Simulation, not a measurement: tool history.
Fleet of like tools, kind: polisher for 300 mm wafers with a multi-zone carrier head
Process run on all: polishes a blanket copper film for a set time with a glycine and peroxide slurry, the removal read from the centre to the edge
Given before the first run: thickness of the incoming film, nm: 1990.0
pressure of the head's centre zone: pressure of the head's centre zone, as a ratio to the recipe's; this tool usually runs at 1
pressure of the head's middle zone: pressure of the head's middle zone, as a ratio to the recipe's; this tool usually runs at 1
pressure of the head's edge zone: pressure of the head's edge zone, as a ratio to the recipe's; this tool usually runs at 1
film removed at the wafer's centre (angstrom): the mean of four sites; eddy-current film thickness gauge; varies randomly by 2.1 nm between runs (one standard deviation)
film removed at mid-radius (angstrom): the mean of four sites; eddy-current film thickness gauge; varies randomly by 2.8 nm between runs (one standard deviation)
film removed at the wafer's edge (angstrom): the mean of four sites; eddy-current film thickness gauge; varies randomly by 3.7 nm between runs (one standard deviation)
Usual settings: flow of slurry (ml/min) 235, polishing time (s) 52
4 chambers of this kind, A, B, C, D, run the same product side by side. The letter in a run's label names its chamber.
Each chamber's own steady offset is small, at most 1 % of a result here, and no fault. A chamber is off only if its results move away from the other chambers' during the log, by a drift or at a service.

run    day  flow of slurry (ml/min)  pressure of the head's centre zone  pressure of the head's middle zone  pressure of the head's edge zone  polishing time (s)  wafers polished on this pad  hours since the slurry nozzle was cleaned  hours since the centre zone pressure was calibrated  hours since the edge zone pressure was calibrated  film removed at the wafer's centre (angstrom)  film removed at mid-radius (angstrom)  film removed at the wafer's edge (angstrom)
 1A  0.121                      235                                   1                                   1                                 1                  52                          775                                      295.4                                                284.9                                                380                                         2562.6                                 2646.1                                       2659.9
 2C  0.246                      235                                   1                                   1                                 1                  52                         1049                                       16.2                                                 40.3                                              336.7                                         2610.6                                 2610.5                                       2553.5
     0.317  -- chamber C: worn pad replaced by a new one
     0.367  -- chamber D: worn pad replaced by a new one
 3B  0.438                      235                                   1                                   1                                 1                  52                          946                                      519.5                                                276.3                                              650.2                                           2592                                 2564.9                                       2534.5
 4D  0.604                      235                                   1                                   1                                 1                  52                           81                                      104.2                                                  891                                              983.1                                         2575.7                                 2599.9                                       2553.5
 5C  0.796                      235                                   1                                   1                                 1                  52                          164                                       29.4                                                 53.5                                              349.9                                         2608.8                                   2592                                       2551.5
 6A      1                      235                                   1                                   1                              1.07                  52                         1077                                      316.5                                                  306                                              401.1                                         2549.2                                   2579                                       2726.3
 7B  1.117                      235                                   1                                   1                              1.07                  52                         1179                                      535.8                                                292.6                                              666.5                                         2591.3                                 2561.1                                       2740.8
     1.212  -- chamber A: worn pad replaced by a new one
 8D  1.238                      235                                   1                                   1                              1.07                  52                          299                                      119.4                                                906.2                                              998.3                                         2624.6                                 2553.7                                         2715
 9C  1.425                      235                                   1                                   1                              1.07                  52                          381                                       44.5                                                 68.6                                                365                                         2611.3                                 2619.5                                       2694.2
10D  1.554                      235                                   1                                   1                                 1                  52                          408                                        127                                                913.8                                             1005.9                                         2589.6                                 2651.9                                         2594
     1.592  -- chamber B: worn pad replaced by a new one
11B  1.725                      235                                   1                                   1                                 1                  52                           45                                      550.4                                                307.2                                              681.1                                           2625                                 2590.5                                       2599.8
12A  1.829                      235                                   1                                   1                                 1                  52                          212                                      336.4                                                325.9                                                421                                         2615.9                                 2639.8                                       2673.4
13A  1.967                      235                                   1                                0.94                                 1                  52                          259                                      339.7                                                329.2                                              424.3                                           2606                                 2470.3                                       2671.3
14B  2.171                      235                                   1                                0.94                                 1                  52                          199                                      561.1                                                317.9                                              691.8                                         2631.6                                 2419.3                                       2614.2
     2.279  -- chamber D: centre zone pressure recalibrated
15C  2.329                      235                                   1                                0.94                                 1                  52                          691                                       66.2                                                 90.3                                              386.7                                           2612                                 2436.9                                       2607.9
16D  2.479                      235                                   1                                0.94                                 1                  52                          726                                      149.2                                                  4.8                                             1028.1                                         2458.9                                 2418.2                                       2640.1
17A  2.575                      235                                   1                                   1                                 1                  52                          468                                      354.3                                                343.8                                              438.9                                         2610.7                                 2597.1                                       2566.5
18D  2.754                      235                                   1                                   1                                 1                  52                          820                                      155.8                                                 11.4                                             1034.7                                         2429.6                                 2624.8                                       2564.7
19B  2.854                      235                                   1                                   1                               1.1                  52                          434                                      577.5                                                334.3                                              708.2                                         2607.3                                 2624.6                                       2687.2
20C  3.021                      235                                   1                                   1                               1.1                  52                          929                                       82.8                                                106.9                                              403.3                                         2587.7                                 2612.4                                       2793.2
21A  3.142                      235                                   1                                   1                               1.1                  52                          663                                      367.9                                                357.4                                              452.5                                         2613.5                                   2646                                         2741
22D  3.308                      235                                   1                                   1                               1.1                  52                         1011                                      169.1                                                 24.7                                               1048                                         2481.8                                 2619.2                                       2658.2
23B  3.471                      235                                   1                                   1                                 1                  52                          645                                      592.3                                                349.1                                                723                                         2545.8                                 2604.1                                       2640.7
     3.542  -- chamber C: worn pad replaced by a new one
24C  3.633                      235                                   1                                1.09                                 1                  52                           32                                       97.5                                                121.6                                                418                                         2601.1                                 2772.2                                       2572.3
25D  3.788                      235                                   1                                1.09                                 1                  52                         1175                                      180.6                                                 36.2                                             1059.5                                         2421.3                                 2784.2                                       2632.4
     3.804  -- chamber D: worn pad replaced by a new one
26C  3.967                      235                                   1                                1.09                                 1                  52                          147                                      105.5                                                129.6                                                426                                         2606.2                                 2847.5                                         2630
27B  4.171                      235                                   1                                1.09                                 1                  52                          886                                      609.1                                                365.9                                              739.8                                         2611.2                                 2798.4                                       2590.4
28A  4.367                      235                                   1                                   1                                 1                  52                         1084                                      397.3                                                386.8                                              481.9                                         2603.7                                 2615.9                                       2643.6
29D  4.483                      235                                   1                                   1                                 1                  52                          234                                      197.3                                                 52.9                                             1076.2                                         2484.1                                 2598.7                                       2556.2
30A  4.596                      235                                   1                                   1                                 1                  52                         1163                                      402.8                                                392.3                                              487.4                                         2597.4                                 2586.2                                       2608.1
31C  4.775                      235                                   1                                   1                                 1                  52                          425                                      124.9                                                  149                                              445.4                                         2587.4                                 2575.3                                       2584.3
32B  4.979                      235                                   1                                   1                                 1                  52                         1164                                      628.5                                                385.3                                              759.2                                         2596.8                                 2588.8                                         2561
33B  5.079                      235                                   1                                   1                                 1                  52                         1198                                      630.9                                                387.7                                              761.6                                         2578.5                                 2601.2                                       2629.5

Next, every chamber runs the same settings. What will each give?
34A  5.225                      235                                   1                                   1                                 1                  69                                                                                                                                                                                                                              ?                                      ?                                            ?
34B  5.225                      235                                   1                                   1                                 1                  69                                                                                                                                                                                                                              ?                                      ?                                            ?
34C  5.225                      235                                   1                                   1                                 1                  69                                                                                                                                                                                                                              ?                                      ?                                            ?
34D  5.225                      235                                   1                                   1                                 1                  69                                                                                                                                                                                                                              ?                                      ?                                            ?

run  film removed at the wafer's centre (angstrom)  film removed at mid-radius (angstrom)  film removed at the wafer's edge (angstrom)
34A                                         3426.4                                 3478.1                                       3486.5
34B                                         3450.7                                 3403.9                                       3438.1
34C                                           3415                                   3438                                       3465.7
34D                                           3199                                 3462.5                                       3422.7
